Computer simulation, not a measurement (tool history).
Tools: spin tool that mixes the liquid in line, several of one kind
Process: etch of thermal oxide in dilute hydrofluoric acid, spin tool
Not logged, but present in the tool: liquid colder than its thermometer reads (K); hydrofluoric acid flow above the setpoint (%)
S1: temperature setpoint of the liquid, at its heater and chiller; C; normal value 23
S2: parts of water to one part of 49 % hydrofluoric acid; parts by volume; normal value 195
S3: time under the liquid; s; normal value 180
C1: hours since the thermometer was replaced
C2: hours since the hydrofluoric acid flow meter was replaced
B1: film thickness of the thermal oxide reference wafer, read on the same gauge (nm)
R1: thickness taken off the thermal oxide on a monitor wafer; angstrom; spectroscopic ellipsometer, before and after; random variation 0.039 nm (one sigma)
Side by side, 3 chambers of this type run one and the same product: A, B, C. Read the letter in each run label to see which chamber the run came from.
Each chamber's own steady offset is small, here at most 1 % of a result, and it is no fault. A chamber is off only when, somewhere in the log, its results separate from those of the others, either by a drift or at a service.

Run 1C, day 0.212: usual settings; C1 1906.3; C2 16.6; B1 30.011. Result: R1 38.215 angstrom.
Run 2B, day 0.408: usual settings; C1 1926.8; C2 263.2; B1 29.999. Result: R1 37.454 angstrom.
Run 3A, day 0.792: usual settings; C1 362.3; C2 256.8; B1 30.016. Result: R1 38.916 angstrom.
Run 4C, day 1.125: usual settings; C1 1928.2; C2 38.5; B1 30.005. Result: R1 37.571 angstrom.
Run 5B, day 1.525: usual settings; C1 1953.6; C2 290; B1 30.006. Result: R1 38.621 angstrom.
Run 6A, day 1.758: usual settings; C1 385.5; C2 280; B1 30.014. Result: R1 38.784 angstrom.
Run 7B, day 2.092: usual settings; C1 1967.2; C2 303.6; B1 29.999. Result: R1 38.081 angstrom.
Run 8C, day 2.383: usual settings; C1 1958.4; C2 68.7; B1 29.992. Result: R1 37.968 angstrom.
Run 9A, day 2.75: usual settings; C1 409.3; C2 303.8; B1 29.977. Result: R1 37.927 angstrom.
Run 10B, day 3.05: usual settings but S1 25.5 C, S2 265 parts by volume; C1 1990.2; C2 326.6; B1 29.991. Result: R1 29.082 angstrom.
Run 11C, day 3.246: usual settings but S1 25.5 C, S2 265 parts by volume; C1 1979.1; C2 89.4; B1 29.988. Result: R1 28.468 angstrom.
Run 12A, day 3.629: usual settings but S1 25.5 C, S2 265 parts by volume; C1 430.4; C2 324.9; B1 30. Result: R1 29.014 angstrom.
Run 13A, day 3.933: usual settings; C1 437.7; C2 332.2; B1 30.015. Result: R1 38.768 angstrom.
Run 14C, day 4.271: usual settings; C1 2003.7; C2 114; B1 30.005. Result: R1 38.047 angstrom.
Run 15B, day 4.658: usual settings; C1 2028.8; C2 365.2; B1 30.017. Result: R1 38.122 angstrom.
Run 16A, day 4.917: usual settings; C1 461.3; C2 355.8; B1 29.98. Result: R1 39.527 angstrom.
Run 17B, day 5.225: usual settings; C1 2042.4; C2 378.8; B1 29.955. Result: R1 38.028 angstrom.
Run 18C, day 5.562: usual settings; C1 2034.7; C2 145; B1 30.019. Result: R1 38.289 angstrom.
Run 19C, day 5.888: usual settings; C1 2042.5; C2 152.8; B1 30.025. Result: R1 38.212 angstrom.
Run 20B, day 6.329: usual settings; C1 2068.9; C2 405.3; B1 30.021. Result: R1 38.843 angstrom.
Run 21A, day 6.592: usual settings; C1 501.5; C2 396; B1 29.981. Result: R1 38.324 angstrom.
Run 22A, day 6.912: usual settings; C1 509.2; C2 403.7; B1 29.998. Result: R1 38.864 angstrom.
Run 23B, day 7.125: usual settings; C1 2088; C2 424.4; B1 29.987. Result: R1 38.785 angstrom.
Run 24C, day 7.45: usual settings; C1 2080; C2 190.3; B1 29.989. Result: R1 37.799 angstrom.
Run 25C, day 7.746: usual settings; C1 2087.1; C2 197.4; B1 30.006. Result: R1 38.399 angstrom.
Run 26A, day 8.1: usual settings; C1 537.7; C2 432.2; B1 29.989. Result: R1 39.354 angstrom.
Run 27B, day 8.471: usual settings; C1 2120.3; C2 456.7; B1 30.011. Result: R1 38.805 angstrom.
Run 28A, day 8.829: usual settings; C1 555.2; C2 449.7; B1 29.992. Result: R1 38.733 angstrom.
Run 29B, day 9.067: usual settings; C1 2134.6; C2 471; B1 29.989. Result: R1 38.768 angstrom.
Run 30C, day 9.421: usual settings; C1 2127.3; C2 237.6; B1 29.986. Result: R1 38.337 angstrom.
Run 31A, day 9.871: usual settings; C1 580.2; C2 474.7; B1 29.975. Result: R1 38.328 angstrom.
Run 32B, day 10.271: usual settings; C1 2163.5; C2 499.9; B1 30.028. Result: R1 39.099 angstrom.
Run 33C, day 10.638: usual settings; C1 2156.5; C2 266.8; B1 30.017. Result: R1 37.94 angstrom.
Run 34A, day 10.875: usual settings; C1 604.3; C2 498.8; B1 30.015. Result: R1 39.067 angstrom.
Run 35C, day 11.229: usual settings; C1 2170.7; C2 281; B1 30.023. Result: R1 37.23 angstrom.
Run 36B, day 11.554: usual settings; C1 2194.3; C2 530.7; B1 29.997. Result: R1 38.6 angstrom.
Run 37A, day 11.967: usual settings but S1 26.5 C, S3 275 s; C1 630.5; C2 525; B1 30.028. Result: R1 66.673 angstrom.
Run 38B, day 12.279: usual settings but S1 26.5 C, S3 275 s; C1 2211.7; C2 548.1; B1 29.968. Result: R1 66.919 angstrom.
Run 39C, day 12.479: usual settings but S1 26.5 C, S3 275 s; C1 2200.7; C2 311; B1 30.013. Result: R1 65.778 angstrom.
Run 40C, day 12.842: usual settings; C1 2209.4; C2 319.7; B1 29.994. Result: R1 38.449 angstrom.
Run 41B, day 13.112: usual settings; C1 2231.7; C2 568.1; B1 29.991. Result: R1 38.288 angstrom.
Run 42A, day 13.338: usual settings; C1 663.4; C2 557.9; B1 29.976. Result: R1 38.07 angstrom.
Run 43A, day 13.583: usual settings; C1 669.3; C2 563.8; B1 30.003. Result: R1 38.131 angstrom.
Run 44B, day 13.912: usual settings but S1 24.5 C; C1 2250.9; C2 587.3; B1 30.029. Result: R1 40.853 angstrom.

Predict what each chamber gives when all 3 of them run the settings below next.
Run 45A, day 14.233: usual settings. Result: R1 ?.
Run 45B, day 14.233: usual settings. Result: R1 ?.
Run 45C, day 14.233: usual settings. Result: R1 ?.

run      R1
45A  38.525
45B  38.444
45C   38.07
